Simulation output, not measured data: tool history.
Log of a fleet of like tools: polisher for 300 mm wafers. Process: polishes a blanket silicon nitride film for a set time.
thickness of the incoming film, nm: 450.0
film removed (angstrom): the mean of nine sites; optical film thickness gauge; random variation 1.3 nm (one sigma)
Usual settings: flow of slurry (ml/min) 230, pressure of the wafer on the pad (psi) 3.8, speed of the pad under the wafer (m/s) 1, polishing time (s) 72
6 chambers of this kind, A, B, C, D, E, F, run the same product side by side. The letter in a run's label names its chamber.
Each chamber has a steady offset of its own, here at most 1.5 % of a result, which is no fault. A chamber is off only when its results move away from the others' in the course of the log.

run   hour  flow of slurry (ml/min)  pressure of the wafer on the pad (psi)  speed of the pad under the wafer (m/s)  polishing time (s)  film removed (angstrom)
 1A    3.7                      230                                     3.8                                       1                  72                   1156.1
 2B    7.5                      230                                     3.8                                       1                  72                   1163.4
 3F   10.4                      230                                     3.8                                       1                  72                   1155.9
 4C   14.8                      230                                     3.8                                       1                  72                   1142.1
 5D   17.6                      230                                     3.8                                       1                  72                   1139.9
      17.7  -- chamber C: worn pad replaced by a new one
 6E   20.8                      230                                     3.8                                       1                  72                   1144.9
 7E   25.5                      230                                     3.8                                       1                  72                   1136.7
      28.3  -- chamber E: slurry nozzle cleaned
 8F   29.9                      230                                     3.8                                       1                  72                   1167.7
 9A     34                      230                                     3.8                                       1                  72                   1168.2
10C     37                      230                                     3.8                                       1                  72                   1121.4
11D   42.1                      265                                     3.8                                    1.34                  72                     1487
12B   46.2                      265                                     3.8                                    1.34                  72                     1499
13E   50.4                      265                                     3.8                                    1.34                  72                   1506.4
14F   54.5                      265                                     3.8                                    1.34                  72                   1476.1
      56.7  -- chamber E: worn pad replaced by a new one
15A   57.9                      265                                     3.8                                    1.34                  72                   1486.1
      60.3  -- chamber A: worn pad replaced by a new one
16B     62                      265                                     3.8                                    1.34                  72                   1469.7
      64.4  -- chamber A: slurry nozzle cleaned
17D   66.1                      230                                     3.8                                       1                  72                     1168
18C   69.8                      230                                     3.8                                       1                  72                   1120.1
      70.1  -- chamber B: worn pad replaced by a new one
19A     73                      230                                     3.8                                       1                  72                   1175.6
20D   77.6                      230                                     3.8                                       1                  72                   1150.6
        82  -- chamber D: slurry nozzle cleaned
21E   82.5                      230                                     3.3                                       1                  72                   1011.2
22B   86.8                      230                                     3.3                                       1                  72                   1000.4
23F   90.6                      230                                     3.3                                       1                  72                   994.66
24C   93.5                      230                                     3.3                                       1                  72                   949.58
      95.4  -- chamber D: worn pad replaced by a new one
      95.5  -- chamber B: slurry nozzle cleaned
25E   96.6                      230                                     3.3                                       1                  72                   996.32
26F  100.5                      230                                     3.3                                       1                  72                   1000.7
27C    104                      230                                     3.8                                       1                  72                   1089.2
28A  106.3                      230                                     3.8                                       1                  72                   1172.6
29B  110.8                      230                                     4.6                                       1                  72                   1412.3
30D  113.1                      230                                     4.6                                       1                  72                   1416.9
31C  118.3                      230                                     4.6                                       1                  72                   1287.8
32A  121.5                      230                                     4.6                                       1                  72                   1392.6
33E  126.4                      230                                     4.6                                       1                  72                   1419.4
34B  131.6                      230                                     4.6                                       1                  72                   1385.8
35F    134                      230                                     3.8                                       1                  72                     1136
36D  136.5                      230                                     3.8                                       1                  72                   1140.7

All 6 chambers run these settings next. Forecast each chamber's results:
37A  140.3                      230                                     3.8                                       1                  72                        ?
37B  140.3                      230                                     3.8                                       1                  72                        ?
37C  140.3                      230                                     3.8                                       1                  72                        ?
37D  140.3                      230                                     3.8                                       1                  72                        ?
37E  140.3                      230                                     3.8                                       1                  72                        ?
37F  140.3                      230                                     3.8                                       1                  72                        ?

run  film removed (angstrom)
37A                   1154.4
37B                   1144.6
37C                   1045.2
37D                   1153.7
37E                   1179.9
37F                   1148.5
